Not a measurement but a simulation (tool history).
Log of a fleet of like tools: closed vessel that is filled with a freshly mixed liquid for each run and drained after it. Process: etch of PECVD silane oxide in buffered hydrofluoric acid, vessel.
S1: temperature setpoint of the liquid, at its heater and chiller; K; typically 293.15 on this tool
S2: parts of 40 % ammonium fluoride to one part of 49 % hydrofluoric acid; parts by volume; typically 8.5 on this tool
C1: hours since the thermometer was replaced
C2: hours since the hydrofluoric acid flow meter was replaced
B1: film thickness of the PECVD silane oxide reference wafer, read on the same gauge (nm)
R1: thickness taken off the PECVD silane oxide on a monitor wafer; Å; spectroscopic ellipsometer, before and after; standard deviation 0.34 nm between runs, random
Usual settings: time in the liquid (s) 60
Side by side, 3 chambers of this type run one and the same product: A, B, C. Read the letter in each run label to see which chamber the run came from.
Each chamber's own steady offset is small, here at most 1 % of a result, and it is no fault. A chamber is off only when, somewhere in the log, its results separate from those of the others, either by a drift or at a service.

run 1B hour=10.2 | S1=293.15 S2=8.5 time_in_the_liquid_(s)=60 | C1=2605.2 C2=669.9 | B1=79.991 | R1=846.80
run 2C hour=20.6 | S1=293.15 S2=8.5 time_in_the_liquid_(s)=60 | C1=215.8 C2=1445.7 | B1=80.002 | R1=841.90
run 3A hour=26.9 | S1=293.15 S2=8.5 time_in_the_liquid_(s)=60 | C1=898.6 C2=454.5 | B1=79.991 | R1=837.92
run 4A hour=33.0 | S1=293.15 S2=8.5 time_in_the_liquid_(s)=60 | C1=904.7 C2=460.6 | B1=79.991 | R1=846.83
run 5C hour=43.6 | S1=293.15 S2=8.5 time_in_the_liquid_(s)=60 | C1=238.8 C2=1468.7 | B1=79.954 | R1=835.95
run 6B hour=55.2 | S1=293.15 S2=10.5 time_in_the_liquid_(s)=30 | C1=2650.2 C2=714.9 | B1=80.009 | R1=356.26
run 7A hour=62.7 | S1=293.15 S2=10.5 time_in_the_liquid_(s)=30 | C1=934.4 C2=490.3 | B1=80.058 | R1=354.82
run 8B hour=72.0 | S1=293.15 S2=10.5 time_in_the_liquid_(s)=30 | C1=2667.0 C2=731.7 | B1=80.017 | R1=356.89
run 9C hour=78.3 | S1=293.15 S2=8.5 time_in_the_liquid_(s)=60 | C1=273.5 C2=1503.4 | B1=79.987 | R1=841.01
run 10C hour=85.5 | S1=293.15 S2=8.5 time_in_the_liquid_(s)=60 | C1=280.7 C2=1510.6 | B1=80.016 | R1=838.06
run 11B hour=90.9 | S1=293.15 S2=5.0 time_in_the_liquid_(s)=60 | C1=2685.9 C2=750.6 | B1=79.999 | R1=1416.40
run 12A hour=100.2 | S1=293.15 S2=5.0 time_in_the_liquid_(s)=60 | C1=971.9 C2=527.8 | B1=80.028 | R1=1399.90
run 13B hour=108.7 | S1=293.15 S2=5.0 time_in_the_liquid_(s)=60 | C1=2703.7 C2=768.4 | B1=80.013 | R1=1416.20
run 14A hour=116.8 | S1=293.15 S2=8.5 time_in_the_liquid_(s)=95 | C1=988.5 C2=544.4 | B1=79.981 | R1=1354.30
run 15C hour=126.4 | S1=293.15 S2=8.5 time_in_the_liquid_(s)=95 | C1=321.6 C2=1551.5 | B1=79.995 | R1=1329.90
run 16C hour=138.4 | S1=293.15 S2=8.5 time_in_the_liquid_(s)=95 | C1=333.6 C2=1563.5 | B1=80.013 | R1=1327.40
run 17B hour=145.9 | S1=293.15 S2=8.5 time_in_the_liquid_(s)=60 | C1=2740.9 C2=805.6 | B1=80.017 | R1=850.87
run 18A hour=152.9 | S1=293.15 S2=8.5 time_in_the_liquid_(s)=60 | C1=1024.6 C2=580.5 | B1=79.988 | R1=862.42
run 19A hour=164.4 | S1=293.15 S2=11.0 time_in_the_liquid_(s)=75 | C1=1036.1 C2=592.0 | B1=80.018 | R1=869.18
run 20B hour=172.7 | S1=293.15 S2=11.0 time_in_the_liquid_(s)=75 | C1=2767.7 C2=832.4 | B1=79.995 | R1=849.39
run 21C hour=181.1 | S1=293.15 S2=11.0 time_in_the_liquid_(s)=75 | C1=376.3 C2=1606.2 | B1=80.056 | R1=846.04
run 22A hour=189.8 | S1=293.15 S2=8.5 time_in_the_liquid_(s)=60 | C1=1061.5 C2=617.4 | B1=79.998 | R1=871.82
run 23B hour=197.7 | S1=293.15 S2=8.5 time_in_the_liquid_(s)=60 | C1=2792.7 C2=857.4 | B1=79.999 | R1=852.61
run 24C hour=206.4 | S1=293.15 S2=8.5 time_in_the_liquid_(s)=60 | C1=401.6 C2=1631.5 | B1=79.981 | R1=834.19
run 25A hour=211.9 | S1=293.15 S2=8.5 time_in_the_liquid_(s)=60 | C1=1083.6 C2=639.5 | B1=80.009 | R1=871.21
-- hour=220.9 chamber B: thermometer replaced
-- hour=221.4 chamber C: hydrofluoric acid flow meter replaced
run 26B hour=222.6 | S1=293.15 S2=8.5 time_in_the_liquid_(s)=60 | C1=1.8 C2=882.3 | B1=79.994 | R1=860.80
run 27C hour=233.2 | S1=293.15 S2=8.5 time_in_the_liquid_(s)=60 | C1=428.4 C2=11.9 | B1=80.011 | R1=837.70
run 28C hour=242.8 | S1=293.15 S2=8.5 time_in_the_liquid_(s)=60 | C1=438.0 C2=21.5 | B1=80.019 | R1=838.56
run 29A hour=251.5 | S1=293.15 S2=8.5 time_in_the_liquid_(s)=60 | C1=1123.2 C2=679.1 | B1=80.014 | R1=877.89
run 30B hour=263.2 | S1=293.15 S2=8.5 time_in_the_liquid_(s)=60 | C1=42.4 C2=922.9 | B1=80.011 | R1=855.10
run 31C hour=268.9 | S1=293.15 S2=8.5 time_in_the_liquid_(s)=60 | C1=464.1 C2=47.6 | B1=79.996 | R1=836.61
run 32B hour=277.0 | S1=293.15 S2=8.5 time_in_the_liquid_(s)=60 | C1=56.2 C2=936.7 | B1=80.012 | R1=855.57
run 33A hour=286.9 | S1=293.15 S2=8.5 time_in_the_liquid_(s)=60 | C1=1158.6 C2=714.5 | B1=80.017 | R1=885.26
run 34C hour=297.9 | S1=293.15 S2=8.5 time_in_the_liquid_(s)=60 | C1=493.1 C2=76.6 | B1=79.975 | R1=842.02
run 35B hour=303.4 | S1=291.15 S2=6.0 time_in_the_liquid_(s)=60 | C1=82.6 C2=963.1 | B1=79.982 | R1=1076.30
run 36A hour=313.5 | S1=291.15 S2=6.0 time_in_the_liquid_(s)=60 | C1=1185.2 C2=741.1 | B1=79.983 | R1=1109.30
run 37C hour=320.7 | S1=291.15 S2=6.0 time_in_the_liquid_(s)=60 | C1=515.9 C2=99.4 | B1=79.981 | R1=1045.00
run 38A hour=330.2 | S1=293.15 S2=8.5 time_in_the_liquid_(s)=60 | C1=1201.9 C2=757.8 | B1=80.003 | R1=888.55
run 39B hour=341.7 | S1=293.15 S2=8.5 time_in_the_liquid_(s)=60 | C1=120.9 C2=1001.4 | B1=80.032 | R1=855.76
run 40B hour=353.6 | S1=293.15 S2=8.5 time_in_the_liquid_(s)=60 | C1=132.8 C2=1013.3 | B1=79.963 | R1=856.72

One chamber off, gauge drift, or nothing amiss beyond the chambers' own small offsets? If it is a chamber, which one, and what is the likeliest cause?

Chamber A drifts away from the others.
Cause: hydrofluoric acid flow above the setpoint (%) = 5.31.
The log may not tell that from: liquid hotter than its thermometer reads (K).

Which of the 4 candidates below, each the usual settings with something changed and its results left as question marks, puts chamber A back in line with what the other chambers give on the usual settings?
To be in line, a result may differ from the other chambers' mean on the usual settings by at most: R1 12.00 Å
run 41A-1 hour=362.4 | S1=292.15 S2=8.5 time_in_the_liquid_(s)=60 | R1=?
run 41A-2 hour=362.4 | S1=293.65 S2=8.5 time_in_the_liquid_(s)=65 | R1=?
run 41A-3 hour=362.4 | S1=294.15 S2=8.5 time_in_the_liquid_(s)=60 | R1=?
run 41A-4 hour=362.4 | S1=291.15 S2=8.5 time_in_the_liquid_(s)=60 | R1=?

Other chambers, usual settings, mean: R1 845.06 Å
run=41A-1 R1=842.08
run=41A-2 R1=993.39
run=41A-3 R1=943.38
run=41A-4 R1=795.34
The answer is 41A-1, which returns the chamber to within the allowed miss of the others.

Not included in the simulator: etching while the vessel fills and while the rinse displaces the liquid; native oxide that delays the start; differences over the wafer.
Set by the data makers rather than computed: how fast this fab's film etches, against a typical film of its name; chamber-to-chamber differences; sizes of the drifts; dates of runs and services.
